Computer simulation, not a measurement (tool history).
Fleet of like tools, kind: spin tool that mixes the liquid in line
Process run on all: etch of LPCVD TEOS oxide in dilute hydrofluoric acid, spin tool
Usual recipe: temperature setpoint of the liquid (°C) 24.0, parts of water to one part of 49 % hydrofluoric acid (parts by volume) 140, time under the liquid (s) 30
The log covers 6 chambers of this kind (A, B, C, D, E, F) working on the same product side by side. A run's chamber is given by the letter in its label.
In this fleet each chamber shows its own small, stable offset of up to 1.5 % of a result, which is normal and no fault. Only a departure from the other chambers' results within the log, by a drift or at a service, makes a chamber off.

| run | hour | temperature setpoint of the liquid (°C) | parts of water to one part of 49 % hydrofluoric acid (parts by volume) | time under the liquid (s) | hours since the thermometer was replaced | hours since the hydrofluoric acid flow meter was replaced | read-back film thickness of the LPCVD TEOS oxide reference wafer, read on the same gauge (nm) | thickness taken off the LPCVD TEOS oxide on a monitor wafer (nm) |
|---|---|---|---|---|---|---|---|---|
| 1C | 13.7 | 24.0 | 140 | 30 | 227.8 | 1450.5 | 29.998 | 8.3615 |
| 2A | 22.9 | 24.0 | 140 | 30 | 351.0 | 25.3 | 29.978 | 8.5645 |
| 3B | 32.5 | 24.0 | 140 | 30 | 298.1 | 724.6 | 29.977 | 8.4562 |
| 4E | 46.8 | 24.0 | 140 | 30 | 875.3 | 476.0 | 30.000 | 8.4013 |
| 5F | 61.8 | 24.0 | 140 | 30 | 595.1 | 1758.4 | 30.003 | 8.6519 |
| 6D | 69.4 | 29.0 | 140 | 30 | 453.4 | 1292.8 | 29.979 | 10.2400 |
| 7B | 83.3 | 29.0 | 140 | 30 | 348.9 | 775.4 | 30.011 | 10.1660 |
| 8F | 97.8 | 29.0 | 140 | 30 | 631.1 | 1794.4 | 29.997 | 10.1960 |
| 9D | 111.7 | 29.0 | 140 | 30 | 495.7 | 1335.1 | 29.989 | 10.3320 |
| 10A | 121.3 | 29.0 | 140 | 30 | 449.4 | 123.7 | 30.011 | 10.3170 |
| 11C | 136.1 | 29.0 | 140 | 30 | 350.2 | 1572.9 | 29.988 | 10.2750 |
| 12E | 146.1 | 24.0 | 140 | 35 | 974.6 | 575.3 | 29.998 | 9.7730 |
| 13F | 156.6 | 24.0 | 140 | 35 | 689.9 | 1853.2 | 30.002 | 9.8267 |
| 14C | 170.9 | 24.0 | 140 | 35 | 385.0 | 1607.7 | 29.989 | 9.9195 |
| 15E | 181.5 | 24.0 | 140 | 35 | 1010.0 | 610.7 | 29.982 | 9.8240 |
| 16D | 193.6 | 24.0 | 140 | 35 | 577.6 | 1417.0 | 29.998 | 9.9408 |
| 17B | 201.1 | 24.0 | 140 | 35 | 466.7 | 893.2 | 29.996 | 9.9106 |
| 18A | 211.5 | 24.0 | 140 | 30 | 539.6 | 213.9 | 29.998 | 8.5987 |
|  | 219.6 | chamber C: hydrofluoric acid flow meter replaced |
| 19B | 221.2 | 19.5 | 140 | 15 | 486.8 | 913.3 | 29.974 | 3.5214 |
| 20F | 228.6 | 19.5 | 140 | 15 | 761.9 | 1925.2 | 30.005 | 3.5806 |
| 21C | 238.6 | 19.5 | 140 | 15 | 452.7 | 19.1 | 30.020 | 3.5718 |
| 22E | 246.3 | 19.5 | 140 | 15 | 1074.8 | 675.5 | 30.003 | 3.5794 |
| 23A | 257.8 | 19.5 | 140 | 15 | 585.9 | 260.2 | 30.004 | 3.5576 |
| 24D | 266.4 | 19.5 | 140 | 15 | 650.4 | 1489.8 | 29.996 | 3.5991 |
| 25C | 280.4 | 24.0 | 140 | 30 | 494.5 | 60.9 | 29.992 | 8.5102 |
| 26B | 292.9 | 24.0 | 140 | 30 | 558.5 | 985.0 | 29.997 | 8.3070 |
| 27A | 307.0 | 24.0 | 140 | 30 | 635.1 | 309.4 | 30.023 | 8.7758 |
| 28F | 322.1 | 24.0 | 140 | 30 | 855.4 | 2018.7 | 30.000 | 8.5748 |
| 29D | 336.9 | 24.0 | 140 | 45 | 720.9 | 1560.3 | 29.994 | 12.6610 |
| 30E | 348.6 | 24.0 | 140 | 45 | 1177.1 | 777.8 | 30.001 | 12.7650 |
| 31A | 355.7 | 24.0 | 140 | 45 | 683.8 | 358.1 | 30.029 | 13.4670 |
| 32D | 364.8 | 24.0 | 140 | 45 | 748.8 | 1588.2 | 30.002 | 12.8430 |
| 33F | 373.2 | 24.0 | 140 | 45 | 906.5 | 2069.8 | 30.008 | 12.5970 |
| 34E | 384.8 | 24.0 | 140 | 45 | 1213.3 | 814.0 | 29.997 | 12.6130 |
| 35B | 400.1 | 24.0 | 140 | 30 | 665.7 | 1092.2 | 30.007 | 8.3622 |
| 36C | 414.0 | 24.0 | 140 | 30 | 628.1 | 194.5 | 30.008 | 8.4444 |
| 37E | 423.0 | 24.0 | 140 | 30 | 1251.5 | 852.2 | 30.003 | 8.4666 |

What goes on in this fleet: one chamber off, a drifting gauge, or nothing beyond the chambers' own small offsets? Name the chamber and the cause, if any.

Chamber A drifts away from the others.
What lies behind it: liquid hotter than its thermometer reads (K) = 1.36.
It could be hard to tell apart here from: hydrofluoric acid flow above the setpoint (%).

Which of the 4 candidates below, each the usual settings with something changed and its results left as question marks, puts chamber A back in line with what the other chambers give on the usual settings?
Maximum distance from the other chambers' mean on the usual settings for a result to count as in line: thickness taken off the LPCVD TEOS oxide on a monitor wafer (nm) 0.2400
| 38A-1 | 434.4 | 24.0 | 155 | 30 |  |  |  | ? |
| 38A-2 | 434.4 | 24.0 | 125 | 30 |  |  |  | ? |
| 38A-3 | 434.4 | 25.5 | 140 | 30 |  |  |  | ? |
| 38A-4 | 434.4 | 22.5 | 140 | 30 |  |  |  | ? |

On the usual settings, the other chambers give on average: thickness taken off the LPCVD TEOS oxide on a monitor wafer (nm) 8.4442
| run | thickness taken off the LPCVD TEOS oxide on a monitor wafer (nm) |
|---|---|
| 38A-1 | 7.9467 |
| 38A-2 | 10.1780 |
| 38A-3 | 9.4686 |
| 38A-4 | 8.4362 |
The right change is 38A-4: it brings the chamber back within the allowed miss of the others.

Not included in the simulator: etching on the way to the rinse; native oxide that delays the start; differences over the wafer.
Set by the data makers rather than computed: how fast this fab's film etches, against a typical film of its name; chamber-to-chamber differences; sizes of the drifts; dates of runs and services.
